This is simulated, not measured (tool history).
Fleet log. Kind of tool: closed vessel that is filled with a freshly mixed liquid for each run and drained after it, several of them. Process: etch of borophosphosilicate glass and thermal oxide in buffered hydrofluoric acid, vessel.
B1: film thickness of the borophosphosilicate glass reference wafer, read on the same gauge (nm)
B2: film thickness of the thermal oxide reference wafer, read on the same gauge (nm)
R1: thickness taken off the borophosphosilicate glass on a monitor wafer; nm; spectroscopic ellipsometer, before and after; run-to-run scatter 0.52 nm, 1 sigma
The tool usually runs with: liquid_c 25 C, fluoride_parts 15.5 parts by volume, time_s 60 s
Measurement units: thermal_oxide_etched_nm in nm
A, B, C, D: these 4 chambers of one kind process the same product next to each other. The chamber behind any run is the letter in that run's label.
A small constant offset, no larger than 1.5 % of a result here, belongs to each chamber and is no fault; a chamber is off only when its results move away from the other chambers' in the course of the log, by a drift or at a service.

Run 1B, hour 5.7: usual settings; B1 89.986; B2 110.01. Result: R1 148.84 nm, thermal_oxide_etched_nm 48.748 nm.
Run 2C, hour 16.1: usual settings; B1 89.988; B2 109.98. Result: R1 149.16 nm, thermal_oxide_etched_nm 48.705 nm.
Run 3A, hour 21.6: usual settings; B1 90.011; B2 109.98. Result: R1 148.12 nm, thermal_oxide_etched_nm 48.214 nm.
Run 4D, hour 32.6: usual settings; B1 90.027; B2 110.01. Result: R1 144.64 nm, thermal_oxide_etched_nm 48.704 nm.
Run 5C, hour 43.8: usual settings; B1 90.016; B2 110.01. Result: R1 148.41 nm, thermal_oxide_etched_nm 48.097 nm.
Run 6D, hour 55.5: usual settings; B1 90.021; B2 109.96. Result: R1 146.42 nm, thermal_oxide_etched_nm 48.881 nm.
Run 7B, hour 66.5: usual settings; B1 89.975; B2 109.98. Result: R1 148.61 nm, thermal_oxide_etched_nm 48.368 nm.
Run 8A, hour 73.5: usual settings; B1 89.989; B2 109.97. Result: R1 148.24 nm, thermal_oxide_etched_nm 48.293 nm.
Run 9D, hour 84.7: usual settings; B1 89.976; B2 109.99. Result: R1 145.54 nm, thermal_oxide_etched_nm 49.153 nm.
Run 10B, hour 94.6: usual settings; B1 90.006; B2 109.97. Result: R1 148.52 nm, thermal_oxide_etched_nm 48.307 nm.
Run 11A, hour 103.1: usual settings; B1 89.995; B2 109.99. Result: R1 148.81 nm, thermal_oxide_etched_nm 48.57 nm.
Run 12C, hour 109.4: usual settings; B1 89.995; B2 110.03. Result: R1 149.1 nm, thermal_oxide_etched_nm 48.798 nm.
Run 13A, hour 115.7: usual settings; B1 90.029; B2 109.98. Result: R1 148.92 nm, thermal_oxide_etched_nm 48.3 nm.
Run 14B, hour 122.8: usual settings; B1 89.984; B2 110.01. Result: R1 147.96 nm, thermal_oxide_etched_nm 49.015 nm.
Run 15D, hour 130.2: usual settings; B1 90.002; B2 110.01. Result: R1 145.05 nm, thermal_oxide_etched_nm 48.535 nm.
Run 16C, hour 136.2: usual settings but time_s 75 s; B1 89.987; B2 110.02. Result: R1 185.2 nm, thermal_oxide_etched_nm 60.911 nm.
Run 17B, hour 146.1: usual settings but time_s 75 s; B1 90.022; B2 110.03. Result: R1 185.52 nm, thermal_oxide_etched_nm 61.166 nm.
Run 18A, hour 156.6: usual settings but time_s 75 s; B1 89.983; B2 109.95. Result: R1 186.38 nm, thermal_oxide_etched_nm 60.04 nm.
Run 19D, hour 167.8: usual settings but time_s 75 s; B1 90.004; B2 109.96. Result: R1 182.11 nm, thermal_oxide_etched_nm 59.834 nm.
Run 20C, hour 176.9: usual settings; B1 90.024; B2 109.99. Result: R1 147.46 nm, thermal_oxide_etched_nm 48.383 nm.
Run 21B, hour 184.4: usual settings but time_s 45 s; B1 89.988; B2 110. Result: R1 111.69 nm, thermal_oxide_etched_nm 36.534 nm.
Run 22A, hour 190.6: usual settings but time_s 45 s; B1 89.984; B2 110.01. Result: R1 111.81 nm, thermal_oxide_etched_nm 36.44 nm.
At hour 192.1: chamber D: hydrofluoric acid flow meter replaced.
Run 23C, hour 198.6: usual settings but time_s 45 s; B1 89.981; B2 109.94. Result: R1 111.29 nm, thermal_oxide_etched_nm 36.7 nm.
Run 24D, hour 204.6: usual settings but time_s 45 s; B1 90.009; B2 109.97. Result: R1 109.06 nm, thermal_oxide_etched_nm 36.575 nm.
Run 25B, hour 212.6: usual settings; B1 90.002; B2 110.02. Result: R1 148.23 nm, thermal_oxide_etched_nm 48.772 nm.
Run 26D, hour 221.8: usual settings; B1 89.996; B2 110.03. Result: R1 145.75 nm, thermal_oxide_etched_nm 48.579 nm.
Run 27A, hour 228.2: usual settings; B1 90.024; B2 110.01. Result: R1 147.68 nm, thermal_oxide_etched_nm 48.795 nm.
Run 28C, hour 234.6: usual settings; B1 89.993; B2 109.96. Result: R1 148.99 nm, thermal_oxide_etched_nm 49.075 nm.
Run 29B, hour 246.3: usual settings; B1 89.981; B2 109.98. Result: R1 149.04 nm, thermal_oxide_etched_nm 48.88 nm.
Run 30D, hour 254.1: usual settings; B1 90.009; B2 110.02. Result: R1 145.55 nm, thermal_oxide_etched_nm 48.48 nm.
Run 31C, hour 259.6: usual settings; B1 90.014; B2 109.98. Result: R1 147.66 nm, thermal_oxide_etched_nm 48.583 nm.
Run 32A, hour 267.9: usual settings; B1 90.016; B2 109.95. Result: R1 148.29 nm, thermal_oxide_etched_nm 48.49 nm.
Run 33D, hour 273.6: usual settings; B1 90.024; B2 110.01. Result: R1 145.4 nm, thermal_oxide_etched_nm 48.559 nm.
Run 34B, hour 283.4: usual settings but liquid_c 20.5 C, fluoride_parts 20 parts by volume; B1 90.003; B2 110. Result: R1 89.565 nm, thermal_oxide_etched_nm 29.67 nm.
Run 35C, hour 288.5: usual settings but liquid_c 20.5 C, fluoride_parts 20 parts by volume; B1 90.011; B2 109.98. Result: R1 89.826 nm, thermal_oxide_etched_nm 29.414 nm.
Run 36A, hour 298.6: usual settings but liquid_c 20.5 C, fluoride_parts 20 parts by volume; B1 90.002; B2 110. Result: R1 89.775 nm, thermal_oxide_etched_nm 29.492 nm.
Run 37C, hour 309.2: usual settings but liquid_c 20.5 C, fluoride_parts 20 parts by volume; B1 89.987; B2 109.97. Result: R1 89.718 nm, thermal_oxide_etched_nm 29.815 nm.
Run 38B, hour 314.6: usual settings; B1 90.026; B2 110. Result: R1 149.12 nm, thermal_oxide_etched_nm 49.055 nm.
Run 39D, hour 321.4: usual settings; B1 89.986; B2 110.02. Result: R1 144.77 nm, thermal_oxide_etched_nm 49.108 nm.
Run 40A, hour 331: usual settings; B1 89.985; B2 110.01. Result: R1 148.94 nm, thermal_oxide_etched_nm 48.689 nm.
Run 41A, hour 338.6: usual settings; B1 89.994; B2 109.97. Result: R1 148.27 nm, thermal_oxide_etched_nm 48.495 nm.

Is one chamber out of step, is the gauge drifting, or do the chambers differ by no more than their own small offsets? For an off chamber, give its letter and the likeliest cause.

Neither any chamber nor the gauge drifts; the chambers differ only by their own small, steady offsets.
